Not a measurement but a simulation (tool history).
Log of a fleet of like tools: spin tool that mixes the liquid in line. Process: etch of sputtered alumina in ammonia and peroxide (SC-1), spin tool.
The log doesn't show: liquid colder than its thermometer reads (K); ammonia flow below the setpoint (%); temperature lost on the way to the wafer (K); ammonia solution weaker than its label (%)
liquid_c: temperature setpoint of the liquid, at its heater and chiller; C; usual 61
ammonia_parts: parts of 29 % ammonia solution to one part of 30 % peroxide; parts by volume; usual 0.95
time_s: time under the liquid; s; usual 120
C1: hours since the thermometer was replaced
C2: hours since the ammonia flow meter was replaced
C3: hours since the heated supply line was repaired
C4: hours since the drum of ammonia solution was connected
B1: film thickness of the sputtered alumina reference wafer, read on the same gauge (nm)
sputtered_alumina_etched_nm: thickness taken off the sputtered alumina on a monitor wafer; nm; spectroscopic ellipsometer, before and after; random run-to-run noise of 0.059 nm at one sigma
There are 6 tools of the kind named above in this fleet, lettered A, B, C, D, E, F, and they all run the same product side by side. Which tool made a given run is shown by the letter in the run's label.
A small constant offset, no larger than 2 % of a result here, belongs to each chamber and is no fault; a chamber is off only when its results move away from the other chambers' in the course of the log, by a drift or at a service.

run 1E hour=3.8 | liquid_c=61 ammonia_parts=0.95 time_s=120 | C1=957.6 C2=223.1 C3=177.4 C4=390.5 | B1=50.017 | sputtered_alumina_etched_nm=10.043
run 2D hour=8.9 | liquid_c=61 ammonia_parts=0.95 time_s=120 | C1=2243 C2=1184.9 C3=550.9 C4=286.1 | B1=49.938 | sputtered_alumina_etched_nm=9.785
run 3F hour=15.4 | liquid_c=61 ammonia_parts=0.95 time_s=120 | C1=768.1 C2=1648.7 C3=1162.2 C4=258 | B1=50.022 | sputtered_alumina_etched_nm=9.9876
run 4B hour=19.6 | liquid_c=61 ammonia_parts=0.95 time_s=120 | C1=526.5 C2=270.8 C3=799.8 C4=249.8 | B1=50.001 | sputtered_alumina_etched_nm=10.045
run 5A hour=22.9 | liquid_c=61 ammonia_parts=0.95 time_s=120 | C1=123.4 C2=1423 C3=1681.1 C4=894.2 | B1=50.042 | sputtered_alumina_etched_nm=9.882
run 6C hour=27.6 | liquid_c=61 ammonia_parts=0.95 time_s=120 | C1=916.8 C2=843.8 C3=1326.1 C4=285.2 | B1=50.011 | sputtered_alumina_etched_nm=10.01
run 7D hour=32.4 | liquid_c=61 ammonia_parts=0.8 time_s=120 | C1=2266.5 C2=1208.4 C3=574.4 C4=309.6 | B1=50.033 | sputtered_alumina_etched_nm=9.7361
run 8F hour=37.6 | liquid_c=61 ammonia_parts=0.8 time_s=120 | C1=790.3 C2=1670.9 C3=1184.4 C4=280.2 | B1=49.937 | sputtered_alumina_etched_nm=9.8135
run 9B hour=42.1 | liquid_c=61 ammonia_parts=0.8 time_s=120 | C1=549 C2=293.3 C3=822.3 C4=272.3 | B1=50.003 | sputtered_alumina_etched_nm=9.8849
run 10E hour=45.7 | liquid_c=61 ammonia_parts=0.8 time_s=120 | C1=999.5 C2=265 C3=219.3 C4=432.4 | B1=50.022 | sputtered_alumina_etched_nm=9.6893
run 11C hour=52.1 | liquid_c=61 ammonia_parts=0.8 time_s=120 | C1=941.3 C2=868.3 C3=1350.6 C4=309.7 | B1=49.972 | sputtered_alumina_etched_nm=9.8765
run 12A hour=55.9 | liquid_c=61 ammonia_parts=0.8 time_s=120 | C1=156.4 C2=1456 C3=1714.1 C4=927.2 | B1=49.976 | sputtered_alumina_etched_nm=9.7156
run 13B hour=61.5 | liquid_c=61 ammonia_parts=0.95 time_s=120 | C1=568.4 C2=312.7 C3=841.7 C4=291.7 | B1=49.969 | sputtered_alumina_etched_nm=9.9079
run 14A hour=66.7 | liquid_c=61 ammonia_parts=0.95 time_s=120 | C1=167.2 C2=1466.8 C3=1724.9 C4=938 | B1=50.019 | sputtered_alumina_etched_nm=9.8963
run 15D hour=73 | liquid_c=57 ammonia_parts=0.95 time_s=120 | C1=2307.1 C2=1249 C3=615 C4=350.2 | B1=49.984 | sputtered_alumina_etched_nm=7.8081
run 16C hour=76.9 | liquid_c=57 ammonia_parts=0.95 time_s=120 | C1=966.1 C2=893.1 C3=1375.4 C4=334.5 | B1=49.961 | sputtered_alumina_etched_nm=8.1583
run 17E hour=80.8 | liquid_c=57 ammonia_parts=0.95 time_s=120 | C1=1034.6 C2=300.1 C3=254.4 C4=467.5 | B1=50.004 | sputtered_alumina_etched_nm=8.1121
-- hour=81.5 chamber B: thermometer replaced
run 18F hour=86.5 | liquid_c=57 ammonia_parts=0.95 time_s=120 | C1=839.2 C2=1719.8 C3=1233.3 C4=329.1 | B1=49.976 | sputtered_alumina_etched_nm=8.1026
run 19B hour=93.3 | liquid_c=57 ammonia_parts=0.95 time_s=120 | C1=11.9 C2=344.5 C3=873.5 C4=323.5 | B1=50.015 | sputtered_alumina_etched_nm=8.1212
run 20F hour=99.3 | liquid_c=57 ammonia_parts=0.95 time_s=120 | C1=852 C2=1732.6 C3=1246.1 C4=341.9 | B1=50.016 | sputtered_alumina_etched_nm=8.1371
run 21D hour=103 | liquid_c=61 ammonia_parts=0.95 time_s=120 | C1=2337.1 C2=1279 C3=645 C4=380.2 | B1=50.02 | sputtered_alumina_etched_nm=9.4658
run 22E hour=109.4 | liquid_c=61 ammonia_parts=0.95 time_s=120 | C1=1063.2 C2=328.7 C3=283 C4=496.1 | B1=49.98 | sputtered_alumina_etched_nm=9.9826
run 23A hour=113.9 | liquid_c=61 ammonia_parts=0.95 time_s=120 | C1=214.4 C2=1514 C3=1772.1 C4=985.2 | B1=50.016 | sputtered_alumina_etched_nm=9.9683
run 24C hour=120.2 | liquid_c=61 ammonia_parts=1.15 time_s=120 | C1=1009.4 C2=936.4 C3=1418.7 C4=377.8 | B1=50.006 | sputtered_alumina_etched_nm=10.129
run 25D hour=126.7 | liquid_c=61 ammonia_parts=1.15 time_s=120 | C1=2360.8 C2=1302.7 C3=668.7 C4=403.9 | B1=49.997 | sputtered_alumina_etched_nm=9.5479
run 26A hour=133.3 | liquid_c=61 ammonia_parts=1.15 time_s=120 | C1=233.8 C2=1533.4 C3=1791.5 C4=1004.6 | B1=49.992 | sputtered_alumina_etched_nm=10.188
run 27F hour=137.3 | liquid_c=61 ammonia_parts=1.15 time_s=120 | C1=890 C2=1770.6 C3=1284.1 C4=379.9 | B1=49.997 | sputtered_alumina_etched_nm=10.097
run 28C hour=142.7 | liquid_c=61 ammonia_parts=1.15 time_s=120 | C1=1031.9 C2=958.9 C3=1441.2 C4=400.3 | B1=50.011 | sputtered_alumina_etched_nm=10.086
run 29E hour=145.9 | liquid_c=61 ammonia_parts=1.15 time_s=120 | C1=1099.7 C2=365.2 C3=319.5 C4=532.6 | B1=49.986 | sputtered_alumina_etched_nm=10.013
run 30B hour=151.8 | liquid_c=61 ammonia_parts=0.95 time_s=160 | C1=70.4 C2=403 C3=932 C4=382 | B1=50.005 | sputtered_alumina_etched_nm=13.381
run 31E hour=157 | liquid_c=61 ammonia_parts=0.95 time_s=160 | C1=1110.8 C2=376.3 C3=330.6 C4=543.7 | B1=49.986 | sputtered_alumina_etched_nm=13.109
run 32A hour=163.3 | liquid_c=61 ammonia_parts=0.95 time_s=160 | C1=263.8 C2=1563.4 C3=1821.5 C4=1034.6 | B1=50.035 | sputtered_alumina_etched_nm=13.289
run 33C hour=168.6 | liquid_c=61 ammonia_parts=0.95 time_s=160 | C1=1057.8 C2=984.8 C3=1467.1 C4=426.2 | B1=49.978 | sputtered_alumina_etched_nm=13.246
-- hour=169 chamber E: thermometer replaced
run 34F hour=174.6 | liquid_c=61 ammonia_parts=0.95 time_s=160 | C1=927.3 C2=1807.9 C3=1321.4 C4=417.2 | B1=50.022 | sputtered_alumina_etched_nm=13.296
run 35B hour=178 | liquid_c=61 ammonia_parts=0.95 time_s=160 | C1=96.6 C2=429.2 C3=958.2 C4=408.2 | B1=50.02 | sputtered_alumina_etched_nm=13.356
run 36D hour=183.4 | liquid_c=61 ammonia_parts=0.95 time_s=120 | C1=2417.5 C2=1359.4 C3=725.4 C4=460.6 | B1=49.994 | sputtered_alumina_etched_nm=9.1773
run 37B hour=188.9 | liquid_c=61 ammonia_parts=0.95 time_s=120 | C1=107.5 C2=440.1 C3=969.1 C4=419.1 | B1=50.004 | sputtered_alumina_etched_nm=9.9392
run 38C hour=194.7 | liquid_c=61 ammonia_parts=0.95 time_s=120 | C1=1083.9 C2=1010.9 C3=1493.2 C4=452.3 | B1=49.988 | sputtered_alumina_etched_nm=9.9737
run 39E hour=198.2 | liquid_c=70 ammonia_parts=0.95 time_s=175 | C1=29.2 C2=417.5 C3=371.8 C4=584.9 | B1=50.015 | sputtered_alumina_etched_nm=22.7

Is one chamber off against the others, does the gauge drift, or is nothing wrong? If a chamber is off, say which, and what the likeliest cause is.

One chamber, D, drifts off from the rest bit by bit.
Most likely cause: temperature lost on the way to the wafer (K) = 1.45.
Not necessarily distinguishable in this log from: liquid colder than its thermometer reads (K).

Here are 4 candidates for chamber D's next run, each the usual settings with a change, their results left as question marks. Which one brings its results back in line with what the others give on the usual settings?
In line here means within this much of the mean the other chambers give on the usual settings: sputtered_alumina_etched_nm 0.21 nm
run 40D-1 hour=203.2 | liquid_c=61 ammonia_parts=0.6 time_s=120 | sputtered_alumina_etched_nm=?
run 40D-2 hour=203.2 | liquid_c=61 ammonia_parts=0.95 time_s=125 | sputtered_alumina_etched_nm=?
run 40D-3 hour=203.2 | liquid_c=60 ammonia_parts=0.95 time_s=115 | sputtered_alumina_etched_nm=?
run 40D-4 hour=203.2 | liquid_c=62 ammonia_parts=0.95 time_s=125 | sputtered_alumina_etched_nm=?

What the other chambers average on the usual settings: sputtered_alumina_etched_nm 9.9585 nm
run=40D-1 sputtered_alumina_etched_nm=8.7252
run=40D-2 sputtered_alumina_etched_nm=9.485
run=40D-3 sputtered_alumina_etched_nm=8.2869
run=40D-4 sputtered_alumina_etched_nm=9.9792
Change 40D-4 lands the chamber within the allowed miss of the other chambers.
